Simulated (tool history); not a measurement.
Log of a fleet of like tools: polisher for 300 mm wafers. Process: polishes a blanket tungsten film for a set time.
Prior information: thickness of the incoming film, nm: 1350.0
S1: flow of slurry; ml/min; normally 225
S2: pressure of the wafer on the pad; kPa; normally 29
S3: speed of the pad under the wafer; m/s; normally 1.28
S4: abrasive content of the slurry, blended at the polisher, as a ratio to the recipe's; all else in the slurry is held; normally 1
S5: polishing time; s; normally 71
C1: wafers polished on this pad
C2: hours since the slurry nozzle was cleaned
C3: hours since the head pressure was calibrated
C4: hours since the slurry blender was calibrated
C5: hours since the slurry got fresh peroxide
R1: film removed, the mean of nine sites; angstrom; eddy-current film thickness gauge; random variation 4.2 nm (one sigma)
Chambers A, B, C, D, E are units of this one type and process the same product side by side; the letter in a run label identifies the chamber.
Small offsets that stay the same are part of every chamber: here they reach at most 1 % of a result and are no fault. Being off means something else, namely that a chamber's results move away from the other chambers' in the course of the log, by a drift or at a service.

run    day   S1  S2    S3    S4  S5    C1     C2     C3     C4     C5      R1
 1D  0.129  225  29  1.28     1  71   860  464.5    130   65.5     79    4748
 2C  0.304  225  29  1.28     1  71   200  575.3   84.1  171.5   82.1  4693.6
     0.362  -- chamber C: slurry tank refilled with fresh slurry and peroxide
 3E  0.488  225  29  1.28     1  71   198    359  151.2   95.4  119.4  4751.3
 4A  0.608  225  29  1.28     1  71   796  232.2  548.8  290.2   57.2  4690.2
 5B  0.729  225  29  1.28     1  71   784  323.7  340.3  217.4   29.5  4686.1
 6B  0.854  225  29  1.28     1  71   823  326.7  343.3  220.4   32.5  4704.2
     0.862  -- chamber A: slurry nozzle cleaned
 7C  1.042  225  29  1.28     1  71   429    593  101.8  189.2   16.3  4742.1
     1.054  -- chamber A: slurry tank refilled with fresh slurry and peroxide
 8E  1.154  225  29  1.28     1  71   405    375  167.2  111.4  135.4  4736.1
 9D  1.354  225  29  1.28     1  71  1239  493.9  159.4   94.9  108.4  4735.3
10A  1.454  225  29  1.28     1  71  1058   14.2  569.1  310.5    9.6  4705.4
11A  1.579  225  29  1.28     1  71  1097   17.2  572.1  313.5   12.6  4702.7
       1.7  -- chamber B: worn pad replaced by a new one
12E  1.771  225  29  1.28  0.85  71   596  389.8    182  126.2  150.2  4618.5
     1.862  -- chamber C: worn pad replaced by a new one
13D  1.942  225  29  1.28  0.85  71  1421    508  173.5    109  122.5    4396
14C  2.112  225  29  1.28  0.85  71    78  618.7  127.5  214.9     42  4485.6
     2.117  -- chamber E: slurry blender recalibrated
     2.162  -- chamber A: worn pad replaced by a new one
15B  2.271  225  29  1.28  0.85  71   177  360.7  377.3  254.4   66.5  4527.6
     2.396  -- chamber D: slurry tank refilled with fresh slurry and peroxide
     2.412  -- chamber D: worn pad replaced by a new one
16C  2.479  225  29  1.28  0.85  71   192  627.5  136.3  223.7   50.8  4487.8
     2.583  -- chamber B: slurry tank refilled with fresh slurry and peroxide
17A  2.688  225  29  1.28     1  71   163   43.8  598.7  340.1   39.2  4597.4
18E  2.908  225  29  1.28     1  71   948  417.1  209.3     19  177.5  4723.7
19D  3.062  225  29  1.28     1  71   201  534.9  200.4  135.9   16.1  4606.2
     3.117  -- chamber C: slurry blender recalibrated
20B  3.212  225  29  1.28     1  71   469  383.3  399.9    277   15.1  4641.1
21C  3.338  225  29  1.28     1  71   458  648.1  156.9    5.3   71.4    4634
     3.488  -- chamber C: slurry tank refilled with fresh slurry and peroxide
22E  3.512  280  29  1.28     1  95  1135  431.6  223.8   33.5    192  6486.1
     3.638  -- chamber E: slurry tank refilled with fresh slurry and peroxide
23A  3.692  280  29  1.28     1  95   474   67.9  622.8  364.2   63.3  6366.8
     3.775  -- chamber A: slurry tank refilled with fresh slurry and peroxide
24B  3.829  280  29  1.28     1  95   660  398.1  414.7  291.8   29.9  6356.7
     3.838  -- chamber C: slurry nozzle cleaned
     3.942  -- chamber C: worn pad replaced by a new one
25D  3.983  280  29  1.28     1  95   486    557  222.5    158   38.2  6062.8
26B  4.117  280  29  1.28     1  95   749    405  421.6  298.7   36.8  6404.2
     4.317  -- chamber E: worn pad replaced by a new one
27A  4.333  225  29  1.28     1  71   673   83.3  638.2  379.6   13.5  4724.6
28E    4.5  225  29  1.28   1.2  82    57  455.3  247.5   57.2   20.7  5713.2
29C    4.6  225  29  1.28   1.2  82   204   18.3  187.2   35.6   26.7  5589.4
30D  4.783  225  29  1.28   1.2  82   734  576.2  241.7  177.2   57.4    5203
31A      5  225  29  1.28   1.2  82   879   99.3  654.2  395.6   29.5  5581.7
32C  5.129  225  29  1.28   1.2  82   368     31  199.9   48.3   39.4  5647.8
33E  5.229  225  29  1.28     1  71   282  472.8    265   74.7   38.2  4842.7

Next, all 5 chambers run the settings below, one line each with question marks for the results. What does each chamber give?
34A  5.392  225  29  1.28   1  71                       ?
34B  5.392  225  29  1.28   1  71                       ?
34C  5.392  225  29  1.28   1  71                       ?
34D  5.392  225  29  1.28   1  71                       ?
34E  5.392  225  29  1.28   1  71                       ?

run      R1
34A  4621.2
34B  4647.7
34C  4691.1
34D  4215.7
34E    4718

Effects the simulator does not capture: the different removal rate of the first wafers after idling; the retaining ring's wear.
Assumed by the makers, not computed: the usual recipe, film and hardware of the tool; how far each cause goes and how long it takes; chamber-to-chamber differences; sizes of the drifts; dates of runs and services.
